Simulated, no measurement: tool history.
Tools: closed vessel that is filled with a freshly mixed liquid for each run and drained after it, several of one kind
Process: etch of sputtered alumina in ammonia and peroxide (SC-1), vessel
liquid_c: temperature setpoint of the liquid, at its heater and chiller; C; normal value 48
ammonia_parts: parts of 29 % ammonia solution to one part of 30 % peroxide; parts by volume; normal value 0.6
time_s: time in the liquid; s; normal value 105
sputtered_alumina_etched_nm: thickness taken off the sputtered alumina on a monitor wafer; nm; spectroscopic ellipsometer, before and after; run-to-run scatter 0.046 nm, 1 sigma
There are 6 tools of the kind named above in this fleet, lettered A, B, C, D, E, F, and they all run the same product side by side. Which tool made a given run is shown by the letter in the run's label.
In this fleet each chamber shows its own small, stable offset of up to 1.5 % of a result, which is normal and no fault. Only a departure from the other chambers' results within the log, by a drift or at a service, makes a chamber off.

run	hour	liquid_c	ammonia_parts	time_s	read-back film thickness of the sputtered alumina reference wafer, read on the same gauge (nm)	sputtered_alumina_etched_nm
1B	8	48	0.6	105	40.02	9.1328
# hour 11.3: chamber F: new drum of ammonia solution connected
2E	19.1	48	0.6	105	39.995	9.1884
3D	24.7	48	0.6	105	39.986	9.3286
# hour 26: chamber E: thermometer replaced
4A	37.3	48	0.6	105	40	9.1918
# hour 41: chamber C: thermometer replaced
5F	48.3	48	0.6	105	40.003	9.2023
6C	56.1	48	0.35	105	40.022	8.8057
# hour 67.2: chamber B: ammonia flow meter replaced
7D	67.4	48	0.35	105	40.007	8.7867
8B	77.7	48	0.35	105	40.007	8.5986
9F	83.6	48	0.35	105	39.996	8.8096
10C	93.9	48	0.35	105	39.999	8.7775
# hour 97.2: chamber E: new drum of ammonia solution connected
11A	104.7	48	0.35	105	40.001	8.6256
12E	112.7	48	0.6	105	39.963	9.2338
# hour 119: chamber D: ammonia flow meter replaced
13C	122.8	48	0.6	105	39.983	9.1738
14D	133.1	48	0.6	105	39.98	9.214
15F	141.8	48	0.6	105	40.024	9.1668
16E	148.9	48	0.6	105	39.974	9.2751
17B	161.2	48	0.6	105	40.002	9.0948
18A	168.7	48	0.6	105	39.987	9.3203
19B	174.3	48	0.6	105	40.029	9.1284
20C	185.4	48	0.6	105	40.017	9.2386
21D	194.9	48	0.6	105	39.966	9.2452
22E	206.7	48	0.6	105	40.008	9.194
23F	217.5	48	0.6	105	39.992	9.3104
24A	225	48	0.6	105	40.014	9.4581
# hour 233.7: chamber D: thermometer replaced
25C	234.3	48	0.6	105	39.998	9.2237
# hour 236.3: chamber F: new drum of ammonia solution connected
# hour 240.7: chamber E: ammonia flow meter replaced
# hour 241.5: chamber C: ammonia flow meter replaced
26B	243.7	45	0.3	105	40.033	7.1329
27F	252.6	45	0.3	105	39.99	7.3867
28E	258.4	45	0.3	105	39.966	7.259
29A	267	45	0.3	105	40.009	7.554
30D	276.9	45	0.3	105	39.952	7.2415
31F	285.1	45	0.3	105	40.013	7.3592
32D	295.5	48	0.6	105	40.029	9.226
33B	305.7	48	0.6	105	40.025	9.0613
34C	317.1	48	0.6	105	39.97	9.3075
35E	323.8	48	0.6	105	40.031	9.2288
36A	334.4	48	0.75	135	40.016	12.723
37A	346.5	48	0.75	135	40	12.709

All chambers now run identical settings, listed one chamber a line with results as question marks. What results will each chamber show?
38A	355.7	48	0.6	140		?
38B	355.7	48	0.6	140		?
38C	355.7	48	0.6	140		?
38D	355.7	48	0.6	140		?
38E	355.7	48	0.6	140		?
38F	355.7	48	0.6	140		?

run	sputtered_alumina_etched_nm
38A	12.928
38B	12.119
38C	12.328
38D	12.278
38E	12.263
38F	12.283
